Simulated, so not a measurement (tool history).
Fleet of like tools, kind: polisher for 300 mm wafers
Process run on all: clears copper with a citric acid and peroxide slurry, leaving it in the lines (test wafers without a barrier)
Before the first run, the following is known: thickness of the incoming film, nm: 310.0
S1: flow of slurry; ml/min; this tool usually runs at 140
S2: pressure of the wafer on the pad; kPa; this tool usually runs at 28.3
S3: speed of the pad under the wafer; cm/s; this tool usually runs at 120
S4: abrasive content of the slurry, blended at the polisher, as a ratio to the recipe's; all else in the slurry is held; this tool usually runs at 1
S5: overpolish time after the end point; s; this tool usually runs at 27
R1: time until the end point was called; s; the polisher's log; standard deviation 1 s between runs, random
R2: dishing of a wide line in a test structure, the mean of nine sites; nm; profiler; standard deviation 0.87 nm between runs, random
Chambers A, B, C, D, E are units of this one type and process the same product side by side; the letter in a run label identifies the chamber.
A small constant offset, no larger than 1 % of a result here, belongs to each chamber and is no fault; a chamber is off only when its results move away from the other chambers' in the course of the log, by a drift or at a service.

{"run": "1A", "day": 0.325, "S1": 140, "S2": 28.3, "S3": 120, "S4": 1, "S5": 27, "R1": 99.961, "R2": 39.177}
{"run": "2C", "day": 0.692, "S1": 140, "S2": 28.3, "S3": 120, "S4": 1, "S5": 27, "R1": 100.59, "R2": 37.289}
{"day": 0.712, "done": "chamber C: worn pad replaced by a new one"}
{"day": 0.971, "done": "chamber D: slurry blender recalibrated"}
{"run": "3E", "day": 1.033, "S1": 140, "S2": 28.3, "S3": 120, "S4": 1, "S5": 27, "R1": 100.12, "R2": 40.195}
{"day": 1.3, "done": "chamber D: slurry nozzle cleaned"}
{"run": "4D", "day": 1.325, "S1": 140, "S2": 28.3, "S3": 120, "S4": 1, "S5": 27, "R1": 101.57, "R2": 39.171}
{"run": "5B", "day": 1.538, "S1": 140, "S2": 28.3, "S3": 120, "S4": 1, "S5": 27, "R1": 100.44, "R2": 39.353}
{"run": "6A", "day": 1.796, "S1": 140, "S2": 28.3, "S3": 120, "S4": 1, "S5": 27, "R1": 100.41, "R2": 40.633}
{"day": 1.946, "done": "chamber B: slurry blender recalibrated"}
{"run": "7C", "day": 2.008, "S1": 140, "S2": 28.3, "S3": 120, "S4": 1, "S5": 27, "R1": 100.61, "R2": 40.73}
{"day": 2.042, "done": "chamber A: slurry blender recalibrated"}
{"run": "8B", "day": 2.217, "S1": 140, "S2": 28.3, "S3": 120, "S4": 1, "S5": 27, "R1": 101.06, "R2": 39.425}
{"run": "9E", "day": 2.479, "S1": 140, "S2": 28.3, "S3": 120, "S4": 1, "S5": 27, "R1": 100.39, "R2": 40}
{"day": 2.483, "done": "chamber A: worn pad replaced by a new one"}
{"day": 2.512, "done": "chamber B: worn pad replaced by a new one"}
{"run": "10D", "day": 2.758, "S1": 140, "S2": 28.3, "S3": 120, "S4": 1, "S5": 27, "R1": 98.72, "R2": 39.448}
{"run": "11C", "day": 3.096, "S1": 140, "S2": 28.3, "S3": 120, "S4": 1, "S5": 27, "R1": 101.77, "R2": 40.595}
{"day": 3.1, "done": "chamber D: worn pad replaced by a new one"}
{"run": "12A", "day": 3.417, "S1": 140, "S2": 28.3, "S3": 120, "S4": 1, "S5": 27, "R1": 100.99, "R2": 40.405}
{"run": "13B", "day": 3.712, "S1": 140, "S2": 28.3, "S3": 120, "S4": 1, "S5": 27, "R1": 101.5, "R2": 40.21}
{"run": "14E", "day": 3.925, "S1": 140, "S2": 28.3, "S3": 120, "S4": 1, "S5": 27, "R1": 101.69, "R2": 38.643}
{"run": "15D", "day": 4.104, "S1": 140, "S2": 28.3, "S3": 120, "S4": 1, "S5": 27, "R1": 98.551, "R2": 39.498}
{"run": "16A", "day": 4.371, "S1": 175, "S2": 28.3, "S3": 82, "S4": 1, "S5": 27, "R1": 140.99, "R2": 31.02}
{"run": "17D", "day": 4.704, "S1": 175, "S2": 28.3, "S3": 82, "S4": 1, "S5": 27, "R1": 136.87, "R2": 33.609}
{"run": "18B", "day": 4.871, "S1": 175, "S2": 28.3, "S3": 82, "S4": 1, "S5": 27, "R1": 141.23, "R2": 32.28}
{"day": 5.154, "done": "chamber E: worn pad replaced by a new one"}
{"run": "19E", "day": 5.238, "S1": 175, "S2": 28.3, "S3": 82, "S4": 1, "S5": 27, "R1": 139.53, "R2": 31.631}
{"day": 5.288, "done": "chamber A: slurry nozzle cleaned"}
{"run": "20C", "day": 5.425, "S1": 175, "S2": 28.3, "S3": 82, "S4": 1, "S5": 27, "R1": 143.54, "R2": 31.992}
{"day": 5.5, "done": "chamber E: slurry blender recalibrated"}
{"run": "21D", "day": 5.617, "S1": 140, "S2": 28.3, "S3": 120, "S4": 1, "S5": 27, "R1": 95.597, "R2": 38.916}
{"day": 5.746, "done": "chamber E: slurry nozzle cleaned"}
{"day": 5.804, "done": "chamber D: slurry blender recalibrated"}
{"run": "22E", "day": 5.992, "S1": 140, "S2": 28.3, "S3": 120, "S4": 1, "S5": 27, "R1": 101.14, "R2": 38.73}
{"run": "23B", "day": 6.154, "S1": 140, "S2": 28.3, "S3": 120, "S4": 1, "S5": 27, "R1": 101.17, "R2": 39.771}
{"run": "24C", "day": 6.417, "S1": 140, "S2": 28.3, "S3": 120, "S4": 1, "S5": 27, "R1": 103.78, "R2": 38.784}
{"run": "25A", "day": 6.6, "S1": 140, "S2": 28.3, "S3": 120, "S4": 1, "S5": 27, "R1": 99.313, "R2": 40.931}
{"day": 6.717, "done": "chamber D: worn pad replaced by a new one"}
{"run": "26C", "day": 6.942, "S1": 140, "S2": 28.3, "S3": 120, "S4": 1, "S5": 27, "R1": 100.34, "R2": 39.893}
{"run": "27D", "day": 7.158, "S1": 140, "S2": 28.3, "S3": 120, "S4": 1, "S5": 27, "R1": 92.131, "R2": 41.128}
{"run": "28A", "day": 7.362, "S1": 140, "S2": 28.3, "S3": 120, "S4": 1, "S5": 27, "R1": 99.672, "R2": 40.136}
{"run": "29B", "day": 7.625, "S1": 140, "S2": 28.3, "S3": 120, "S4": 1, "S5": 27, "R1": 100.58, "R2": 39.993}
{"run": "30E", "day": 7.838, "S1": 140, "S2": 28.3, "S3": 120, "S4": 1, "S5": 27, "R1": 100.42, "R2": 39.506}
{"day": 7.85, "done": "chamber A: worn pad replaced by a new one"}
{"run": "31C", "day": 8.017, "S1": 140, "S2": 28.3, "S3": 120, "S4": 1, "S5": 27, "R1": 101.03, "R2": 37.682}
{"run": "32E", "day": 8.367, "S1": 140, "S2": 28.3, "S3": 120, "S4": 1, "S5": 27, "R1": 100.58, "R2": 38.855}
{"run": "33B", "day": 8.567, "S1": 140, "S2": 28.3, "S3": 120, "S4": 1, "S5": 27, "R1": 99.085, "R2": 38.871}
{"run": "34D", "day": 8.779, "S1": 140, "S2": 28.3, "S3": 86, "S4": 0.8, "S5": 27, "R1": 130.9, "R2": 33.814}
{"run": "35A", "day": 9.129, "S1": 140, "S2": 28.3, "S3": 86, "S4": 0.8, "S5": 27, "R1": 143.54, "R2": 31.344}
{"run": "36B", "day": 9.429, "S1": 140, "S2": 28.3, "S3": 86, "S4": 0.8, "S5": 27, "R1": 148.39, "R2": 32.045}

All 5 chambers run these settings next. Forecast each chamber's results:
{"run": "37A", "day": 9.7, "S1": 140, "S2": 28.3, "S3": 120, "S4": 1, "S5": 27, "R1": "?", "R2": "?"}
{"run": "37B", "day": 9.7, "S1": 140, "S2": 28.3, "S3": 120, "S4": 1, "S5": 27, "R1": "?", "R2": "?"}
{"run": "37C", "day": 9.7, "S1": 140, "S2": 28.3, "S3": 120, "S4": 1, "S5": 27, "R1": "?", "R2": "?"}
{"run": "37D", "day": 9.7, "S1": 140, "S2": 28.3, "S3": 120, "S4": 1, "S5": 27, "R1": "?", "R2": "?"}
{"run": "37E", "day": 9.7, "S1": 140, "S2": 28.3, "S3": 120, "S4": 1, "S5": 27, "R1": "?", "R2": "?"}

run=37A R1=101.2 R2=38.446
run=37B R1=102.87 R2=39.571
run=37C R1=100.68 R2=39.721
run=37D R1=89.132 R2=41.125
run=37E R1=100.46 R2=39.996

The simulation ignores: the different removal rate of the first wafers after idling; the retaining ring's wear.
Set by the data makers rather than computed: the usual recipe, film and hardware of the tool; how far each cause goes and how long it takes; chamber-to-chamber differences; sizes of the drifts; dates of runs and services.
